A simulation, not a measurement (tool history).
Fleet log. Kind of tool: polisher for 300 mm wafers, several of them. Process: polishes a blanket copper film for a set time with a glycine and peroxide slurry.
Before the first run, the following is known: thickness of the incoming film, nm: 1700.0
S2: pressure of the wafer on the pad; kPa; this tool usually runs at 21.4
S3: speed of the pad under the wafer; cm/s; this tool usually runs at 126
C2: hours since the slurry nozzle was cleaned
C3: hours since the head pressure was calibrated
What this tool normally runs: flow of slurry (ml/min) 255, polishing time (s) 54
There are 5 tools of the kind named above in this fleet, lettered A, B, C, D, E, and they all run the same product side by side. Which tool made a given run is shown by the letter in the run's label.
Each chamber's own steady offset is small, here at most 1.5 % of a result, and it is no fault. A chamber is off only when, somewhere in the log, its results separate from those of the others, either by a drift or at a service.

-- hour=2.8 chamber D: slurry nozzle cleaned
run 1C hour=3.5 | flow_of_slurry_(ml/min)=255 S2=21.4 S3=126 polishing_time_(s)=54 | wafers_polished_on_this_pad=303 C2=234.5 C3=855.8 | film_removed_(nm)=368.35
run 2A hour=8.1 | flow_of_slurry_(ml/min)=255 S2=21.4 S3=126 polishing_time_(s)=54 | wafers_polished_on_this_pad=435 C2=376.2 C3=148.8 | film_removed_(nm)=357.98
run 3E hour=10.9 | flow_of_slurry_(ml/min)=255 S2=21.4 S3=126 polishing_time_(s)=54 | wafers_polished_on_this_pad=810 C2=225.3 C3=473.7 | film_removed_(nm)=361.05
-- hour=13.1 chamber A: worn pad replaced by a new one
run 4D hour=13.9 | flow_of_slurry_(ml/min)=255 S2=21.4 S3=126 polishing_time_(s)=54 | wafers_polished_on_this_pad=638 C2=11.2 C3=846.5 | film_removed_(nm)=366.30
run 5B hour=17.0 | flow_of_slurry_(ml/min)=255 S2=21.4 S3=126 polishing_time_(s)=54 | wafers_polished_on_this_pad=420 C2=588.7 C3=955.4 | film_removed_(nm)=369.69
run 6C hour=21.3 | flow_of_slurry_(ml/min)=255 S2=21.4 S3=126 polishing_time_(s)=54 | wafers_polished_on_this_pad=535 C2=252.3 C3=873.6 | film_removed_(nm)=363.80
run 7E hour=25.6 | flow_of_slurry_(ml/min)=255 S2=21.4 S3=126 polishing_time_(s)=54 | wafers_polished_on_this_pad=1001 C2=240.0 C3=488.4 | film_removed_(nm)=365.36
run 8B hour=29.0 | flow_of_slurry_(ml/min)=255 S2=21.4 S3=126 polishing_time_(s)=54 | wafers_polished_on_this_pad=576 C2=600.7 C3=967.4 | film_removed_(nm)=368.53
run 9A hour=33.4 | flow_of_slurry_(ml/min)=255 S2=21.4 S3=126 polishing_time_(s)=54 | wafers_polished_on_this_pad=264 C2=401.5 C3=174.1 | film_removed_(nm)=371.31
run 10D hour=37.5 | flow_of_slurry_(ml/min)=255 S2=21.4 S3=126 polishing_time_(s)=54 | wafers_polished_on_this_pad=946 C2=34.8 C3=870.1 | film_removed_(nm)=367.69
run 11B hour=42.0 | flow_of_slurry_(ml/min)=255 S2=21.4 S3=126 polishing_time_(s)=54 | wafers_polished_on_this_pad=746 C2=613.7 C3=980.4 | film_removed_(nm)=369.06
run 12C hour=44.7 | flow_of_slurry_(ml/min)=255 S2=21.4 S3=126 polishing_time_(s)=54 | wafers_polished_on_this_pad=840 C2=275.7 C3=897.0 | film_removed_(nm)=365.27
run 13A hour=47.7 | flow_of_slurry_(ml/min)=255 S2=27.6 S3=126 polishing_time_(s)=62 | wafers_polished_on_this_pad=451 C2=415.8 C3=188.4 | film_removed_(nm)=529.93
-- hour=48.7 chamber C: worn pad replaced by a new one
run 14D hour=49.9 | flow_of_slurry_(ml/min)=255 S2=27.6 S3=126 polishing_time_(s)=62 | wafers_polished_on_this_pad=1108 C2=47.2 C3=882.5 | film_removed_(nm)=529.05
-- hour=51.5 chamber D: worn pad replaced by a new one
run 15E hour=52.1 | flow_of_slurry_(ml/min)=255 S2=27.6 S3=126 polishing_time_(s)=62 | wafers_polished_on_this_pad=1347 C2=266.5 C3=514.9 | film_removed_(nm)=527.96
run 16C hour=56.5 | flow_of_slurry_(ml/min)=255 S2=27.6 S3=126 polishing_time_(s)=62 | wafers_polished_on_this_pad=102 C2=287.5 C3=908.8 | film_removed_(nm)=535.88
run 17B hour=59.8 | flow_of_slurry_(ml/min)=255 S2=27.6 S3=126 polishing_time_(s)=62 | wafers_polished_on_this_pad=978 C2=631.5 C3=998.2 | film_removed_(nm)=530.15
-- hour=61.0 chamber E: worn pad replaced by a new one
run 18E hour=62.6 | flow_of_slurry_(ml/min)=255 S2=21.4 S3=126 polishing_time_(s)=54 | wafers_polished_on_this_pad=21 C2=277.0 C3=525.4 | film_removed_(nm)=362.89
-- hour=63.8 chamber A: worn pad replaced by a new one
run 19D hour=64.8 | flow_of_slurry_(ml/min)=255 S2=21.4 S3=126 polishing_time_(s)=54 | wafers_polished_on_this_pad=174 C2=62.1 C3=897.4 | film_removed_(nm)=366.89
run 20A hour=69.5 | flow_of_slurry_(ml/min)=255 S2=21.4 S3=126 polishing_time_(s)=54 | wafers_polished_on_this_pad=75 C2=437.6 C3=210.2 | film_removed_(nm)=373.14
run 21B hour=72.5 | flow_of_slurry_(ml/min)=255 S2=21.4 S3=126 polishing_time_(s)=54 | wafers_polished_on_this_pad=1144 C2=644.2 C3=1010.9 | film_removed_(nm)=361.35
-- hour=76.1 chamber B: slurry nozzle cleaned
run 22E hour=76.9 | flow_of_slurry_(ml/min)=220 S2=21.4 S3=126 polishing_time_(s)=38 | wafers_polished_on_this_pad=207 C2=291.3 C3=539.7 | film_removed_(nm)=253.54
run 23A hour=79.6 | flow_of_slurry_(ml/min)=220 S2=21.4 S3=126 polishing_time_(s)=38 | wafers_polished_on_this_pad=206 C2=447.7 C3=220.3 | film_removed_(nm)=255.39
run 24C hour=82.5 | flow_of_slurry_(ml/min)=220 S2=21.4 S3=126 polishing_time_(s)=38 | wafers_polished_on_this_pad=441 C2=313.5 C3=934.8 | film_removed_(nm)=262.01
run 25D hour=85.3 | flow_of_slurry_(ml/min)=220 S2=21.4 S3=126 polishing_time_(s)=38 | wafers_polished_on_this_pad=441 C2=82.6 C3=917.9 | film_removed_(nm)=255.01
run 26E hour=87.4 | flow_of_slurry_(ml/min)=220 S2=21.4 S3=126 polishing_time_(s)=38 | wafers_polished_on_this_pad=344 C2=301.8 C3=550.2 | film_removed_(nm)=247.83
run 27C hour=89.8 | flow_of_slurry_(ml/min)=255 S2=15.2 S3=126 polishing_time_(s)=54 | wafers_polished_on_this_pad=536 C2=320.8 C3=942.1 | film_removed_(nm)=278.92
run 28B hour=94.4 | flow_of_slurry_(ml/min)=255 S2=15.2 S3=126 polishing_time_(s)=54 | wafers_polished_on_this_pad=1429 C2=18.3 C3=1032.8 | film_removed_(nm)=260.45
run 29A hour=98.0 | flow_of_slurry_(ml/min)=255 S2=15.2 S3=126 polishing_time_(s)=54 | wafers_polished_on_this_pad=446 C2=466.1 C3=238.7 | film_removed_(nm)=275.64
run 30D hour=102.1 | flow_of_slurry_(ml/min)=255 S2=15.2 S3=126 polishing_time_(s)=54 | wafers_polished_on_this_pad=660 C2=99.4 C3=934.7 | film_removed_(nm)=273.40
-- hour=105.3 chamber C: worn pad replaced by a new one
run 31C hour=105.7 | flow_of_slurry_(ml/min)=255 S2=15.2 S3=126 polishing_time_(s)=54 | wafers_polished_on_this_pad=5 C2=336.7 C3=958.0 | film_removed_(nm)=280.07
run 32E hour=109.0 | flow_of_slurry_(ml/min)=255 S2=21.4 S3=126 polishing_time_(s)=54 | wafers_polished_on_this_pad=626 C2=323.4 C3=571.8 | film_removed_(nm)=363.24
run 33D hour=112.5 | flow_of_slurry_(ml/min)=255 S2=21.4 S3=126 polishing_time_(s)=54 | wafers_polished_on_this_pad=796 C2=109.8 C3=945.1 | film_removed_(nm)=365.83
-- hour=113.7 chamber A: worn pad replaced by a new one
run 34B hour=115.0 | flow_of_slurry_(ml/min)=180 S2=21.4 S3=86 polishing_time_(s)=54 | wafers_polished_on_this_pad=1698 C2=38.9 C3=1053.4 | film_removed_(nm)=244.20
run 35A hour=117.9 | flow_of_slurry_(ml/min)=180 S2=21.4 S3=86 polishing_time_(s)=54 | wafers_polished_on_this_pad=54 C2=486.0 C3=258.6 | film_removed_(nm)=256.91

What goes on in this fleet: one chamber off, a drifting gauge, or nothing beyond the chambers' own small offsets? Name the chamber and the cause, if any.

It is chamber B that slowly wanders off from its peers.
Most likely cause: removal rate lost through wear of the pad, % = 5.52.
It could be hard to tell apart here from: head's pressure below its setpoint, %.

Which of the 4 candidates below, each the usual settings with something changed and its results left as question marks, puts chamber B back in line with what the other chambers give on the usual settings?
To be in line, a result may differ from the other chambers' mean on the usual settings by at most: film removed (nm) 14.00
run 36B-1 hour=121.3 | flow_of_slurry_(ml/min)=255 S2=20.7 S3=120 polishing_time_(s)=51 | film_removed_(nm)=?
run 36B-2 hour=121.3 | flow_of_slurry_(ml/min)=255 S2=21.4 S3=118 polishing_time_(s)=54 | film_removed_(nm)=?
run 36B-3 hour=121.3 | flow_of_slurry_(ml/min)=255 S2=21.4 S3=134 polishing_time_(s)=54 | film_removed_(nm)=?
run 36B-4 hour=121.3 | flow_of_slurry_(ml/min)=255 S2=22.8 S3=134 polishing_time_(s)=54 | film_removed_(nm)=?

Mean of the other chambers on the usual settings: film removed (nm) 368.12
run=36B-1 film_removed_(nm)=306.29
run=36B-2 film_removed_(nm)=328.67
run=36B-3 film_removed_(nm)=366.93
run=36B-4 film_removed_(nm)=387.34
36B-3 brings the chamber back in line.
